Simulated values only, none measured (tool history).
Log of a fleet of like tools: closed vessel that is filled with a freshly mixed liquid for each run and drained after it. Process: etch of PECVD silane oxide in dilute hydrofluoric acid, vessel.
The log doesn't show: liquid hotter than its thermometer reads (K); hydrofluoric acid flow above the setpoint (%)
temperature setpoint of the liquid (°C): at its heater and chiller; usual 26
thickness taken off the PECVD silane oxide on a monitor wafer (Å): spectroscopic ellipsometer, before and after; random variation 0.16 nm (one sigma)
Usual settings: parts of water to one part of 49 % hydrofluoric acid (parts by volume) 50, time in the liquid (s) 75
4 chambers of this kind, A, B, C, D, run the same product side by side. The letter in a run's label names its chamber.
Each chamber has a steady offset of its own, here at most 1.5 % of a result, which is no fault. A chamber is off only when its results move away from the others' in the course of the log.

| run | hour | temperature setpoint of the liquid (°C) | parts of water to one part of 49 % hydrofluoric acid (parts by volume) | time in the liquid (s) | hours since the thermometer was replaced | hours since the hydrofluoric acid flow meter was replaced | read-back film thickness of the PECVD silane oxide reference wafer, read on the same gauge (nm) | thickness taken off the PECVD silane oxide on a monitor wafer (Å) |
|---|---|---|---|---|---|---|---|---|
| 1A | 6.2 | 26 | 50 | 75 | 1029.4 | 892 | 49.995 | 469.1 |
| 2D | 13.1 | 26 | 50 | 75 | 1168.8 | 214 | 49.993 | 467.97 |
| 3B | 20.7 | 26 | 50 | 75 | 603.7 | 1480.8 | 49.987 | 470.1 |
| 4C | 28.4 | 26 | 50 | 75 | 309.3 | 407.6 | 49.998 | 470.46 |
| 5B | 33.7 | 26 | 50 | 75 | 616.7 | 1493.8 | 50.005 | 471.2 |
| 6D | 41.7 | 26 | 50 | 75 | 1197.4 | 242.6 | 49.971 | 470.51 |
| 7A | 49.5 | 26 | 50 | 75 | 1072.7 | 935.3 | 50.013 | 469.35 |
|  | 54.4 | chamber B: thermometer replaced |
| 8C | 55.6 | 26 | 50 | 75 | 336.5 | 434.8 | 49.999 | 472.12 |
| 9A | 60.9 | 26 | 50 | 75 | 1084.1 | 946.7 | 50.004 | 467.18 |
| 10C | 64.6 | 31 | 35 | 75 | 345.5 | 443.8 | 50.016 | 831.61 |
| 11D | 71.3 | 31 | 35 | 75 | 1227 | 272.2 | 49.996 | 838.95 |
| 12B | 77.2 | 31 | 35 | 75 | 22.9 | 1537.3 | 49.988 | 834.18 |
| 13B | 82.4 | 31 | 35 | 75 | 28.1 | 1542.5 | 50 | 844.51 |
| 14D | 86.2 | 26 | 50 | 75 | 1241.9 | 287.1 | 49.971 | 474.28 |
|  | 88.7 | chamber D: thermometer replaced |
| 15A | 94 | 26 | 50 | 75 | 1117.2 | 979.8 | 49.996 | 466.83 |
| 16C | 100 | 26 | 50 | 75 | 380.9 | 479.2 | 50.001 | 471.86 |
| 17B | 106.3 | 26 | 50 | 75 | 52 | 1566.4 | 49.971 | 469.6 |
| 18C | 111.4 | 26 | 50 | 75 | 392.3 | 490.6 | 49.997 | 468.29 |
| 19D | 115.6 | 26 | 50 | 75 | 26.9 | 316.5 | 49.978 | 470.02 |
| 20A | 123.3 | 26 | 50 | 75 | 1146.5 | 1009.1 | 49.982 | 468.92 |
| 21B | 128.2 | 26 | 50 | 75 | 73.9 | 1588.3 | 50.025 | 474.85 |
| 22C | 134.5 | 28.5 | 35 | 75 | 415.4 | 513.7 | 50.008 | 759.39 |
| 23A | 140.8 | 28.5 | 35 | 75 | 1164 | 1026.6 | 49.973 | 770.7 |
| 24D | 145.7 | 28.5 | 35 | 75 | 57 | 346.6 | 49.976 | 754.96 |
| 25B | 152.6 | 28.5 | 35 | 75 | 98.3 | 1612.7 | 50.021 | 758.93 |
| 26C | 158.8 | 26 | 50 | 75 | 439.7 | 538 | 50.011 | 470.16 |
| 27D | 166.8 | 26 | 50 | 75 | 78.1 | 367.7 | 49.964 | 470.09 |
| 28A | 171 | 26 | 50 | 75 | 1194.2 | 1056.8 | 50.013 | 477.06 |
| 29D | 177.6 | 26 | 50 | 55 | 88.9 | 378.5 | 50.007 | 346.3 |
| 30C | 181.8 | 26 | 50 | 55 | 462.7 | 561 | 50.011 | 347.4 |
| 31B | 186.3 | 26 | 50 | 55 | 132 | 1646.4 | 49.987 | 345.2 |
| 32A | 189.9 | 26 | 50 | 55 | 1213.1 | 1075.7 | 49.997 | 352.8 |
| 33B | 194.7 | 26 | 50 | 75 | 140.4 | 1654.8 | 49.998 | 471.11 |
| 34D | 201.1 | 26 | 50 | 75 | 112.4 | 402 | 49.981 | 469.62 |
| 35A | 204.6 | 26 | 50 | 75 | 1227.8 | 1090.4 | 49.978 | 483.35 |
| 36C | 209.1 | 26 | 50 | 75 | 490 | 588.3 | 49.978 | 469.04 |
| 37C | 214.3 | 26 | 50 | 75 | 495.2 | 593.5 | 49.999 | 470.65 |
| 38A | 220.9 | 26 | 50 | 75 | 1244.1 | 1106.7 | 50.016 | 488.33 |
| 39D | 226.9 | 26 | 50 | 75 | 138.2 | 427.8 | 50.012 | 473.04 |
|  | 227.3 | chamber D: hydrofluoric acid flow meter replaced |
| 40B | 233 | 26 | 50 | 75 | 178.7 | 1693.1 | 50.015 | 473.07 |
| 41D | 236.5 | 26 | 50 | 75 | 147.8 | 9.2 | 50.015 | 469.16 |

All 4 chambers run these settings next. Forecast each chamber's results:
| 42A | 242.4 | 26 | 60 | 75 |  |  |  | ? |
| 42B | 242.4 | 26 | 60 | 75 |  |  |  | ? |
| 42C | 242.4 | 26 | 60 | 75 |  |  |  | ? |
| 42D | 242.4 | 26 | 60 | 75 |  |  |  | ? |

| run | thickness taken off the PECVD silane oxide on a monitor wafer (Å) |
|---|---|
| 42A | 401.64 |
| 42B | 389.86 |
| 42C | 388.92 |
| 42D | 385.06 |
